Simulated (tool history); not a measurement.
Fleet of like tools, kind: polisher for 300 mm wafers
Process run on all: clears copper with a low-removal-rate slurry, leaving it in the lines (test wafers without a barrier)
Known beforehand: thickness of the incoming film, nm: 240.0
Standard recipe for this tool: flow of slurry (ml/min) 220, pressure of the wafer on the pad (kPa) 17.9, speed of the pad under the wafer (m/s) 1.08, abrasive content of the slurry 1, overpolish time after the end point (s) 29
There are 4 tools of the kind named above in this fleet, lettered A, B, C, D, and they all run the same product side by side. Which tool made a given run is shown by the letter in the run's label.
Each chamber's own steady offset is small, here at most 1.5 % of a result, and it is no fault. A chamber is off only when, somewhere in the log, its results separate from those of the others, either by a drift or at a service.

run	hour	flow of slurry (ml/min)	pressure of the wafer on the pad (kPa)	speed of the pad under the wafer (m/s)	abrasive content of the slurry	overpolish time after the end point (s)	time until the end point was called (s)	dishing of a wide line in a test structure (angstrom)
# hour 0.7: chamber D: slurry blender recalibrated
1B	14.6	220	17.9	1.08	1	29	88.466	370.15
2A	25.5	220	17.9	1.08	1	29	87.545	366.93
# hour 30.3: chamber B: worn pad replaced by a new one
3C	37.5	220	17.9	1.08	1	29	87.176	365.57
# hour 42.4: chamber C: slurry nozzle cleaned
# hour 50.7: chamber A: worn pad replaced by a new one
4D	51	220	17.9	1.08	1	29	88.041	368.09
5C	59.2	220	17.9	1.08	1	29	88.023	369.76
# hour 61.3: chamber C: worn pad replaced by a new one
# hour 66.5: chamber B: slurry nozzle cleaned
# hour 67.4: chamber D: worn pad replaced by a new one
6A	70.5	220	17.9	1.34	1.25	29	66.977	421.37
7B	80.3	220	17.9	1.34	1.25	29	67.721	434.25
8D	87.1	220	17.9	1.34	1.25	29	67.755	417.38
# hour 93.5: chamber B: slurry blender recalibrated
9C	100.2	220	17.9	1.34	1.25	29	68.77	403.67
10D	108.2	220	17.9	1.08	1	29	88	373.24
# hour 115.8: chamber A: head pressure recalibrated
11A	116	220	17.9	1.08	1	29	86.01	365.95
12B	126.3	220	17.9	1.08	1	29	87.398	366.84
13A	140.8	220	17.9	1.08	0.85	29	94.976	364.36
# hour 148.2: chamber C: head pressure recalibrated
# hour 148.6: chamber B: worn pad replaced by a new one
14C	155	220	17.9	1.08	0.85	29	100.97	329.24
15B	163.8	220	17.9	1.08	0.85	29	88.569	370.01
16D	177.8	220	17.9	1.08	0.85	29	91.944	362.68
# hour 179.5: chamber A: slurry blender recalibrated
# hour 183.5: chamber A: slurry nozzle cleaned
17D	186.5	220	17.9	0.86	1	29	110.25	321.65
# hour 194.3: chamber A: worn pad replaced by a new one
18A	194.4	220	17.9	0.86	1	29	109.34	324.74
# hour 202.6: chamber C: worn pad replaced by a new one
19B	202.9	220	17.9	0.86	1	29	111.3	330.63
20C	211.6	220	17.9	0.86	1	29	121.08	299.71
# hour 214.8: chamber D: worn pad replaced by a new one
21D	222.5	220	17.9	1.08	1	29	87.372	361.61
22C	234.4	220	17.9	1.08	1	29	95.558	334.85
23A	248.9	220	17.9	1.08	1	29	87.647	379.33
# hour 258.8: chamber C: slurry blender recalibrated
24B	258.9	220	17.9	1.08	1	29	86.796	376.09
# hour 263.2: chamber B: worn pad replaced by a new one
25B	273.8	220	17.9	1.08	1	19	89.285	291.34
26D	285.4	220	17.9	1.08	1	19	88.454	291.87
27C	297.8	220	17.9	1.08	1	19	99.872	261.79
28A	308.3	220	17.9	1.08	1	19	88.341	283.13
29D	316.6	220	17.9	1.08	1.3	29	81.498	392.75

Each of the 4 chambers runs these same settings next. Fill in every chamber's results:
30A	327.3	220	17.9	1.08	0.8	29	?	?
30B	327.3	220	17.9	1.08	0.8	29	?	?
30C	327.3	220	17.9	1.08	0.8	29	?	?
30D	327.3	220	17.9	1.08	0.8	29	?	?

run	time until the end point was called (s)	dishing of a wide line in a test structure (angstrom)
30A	90.91	368.48
30B	90.456	361.86
30C	105.77	332.23
30D	90.17	353.63

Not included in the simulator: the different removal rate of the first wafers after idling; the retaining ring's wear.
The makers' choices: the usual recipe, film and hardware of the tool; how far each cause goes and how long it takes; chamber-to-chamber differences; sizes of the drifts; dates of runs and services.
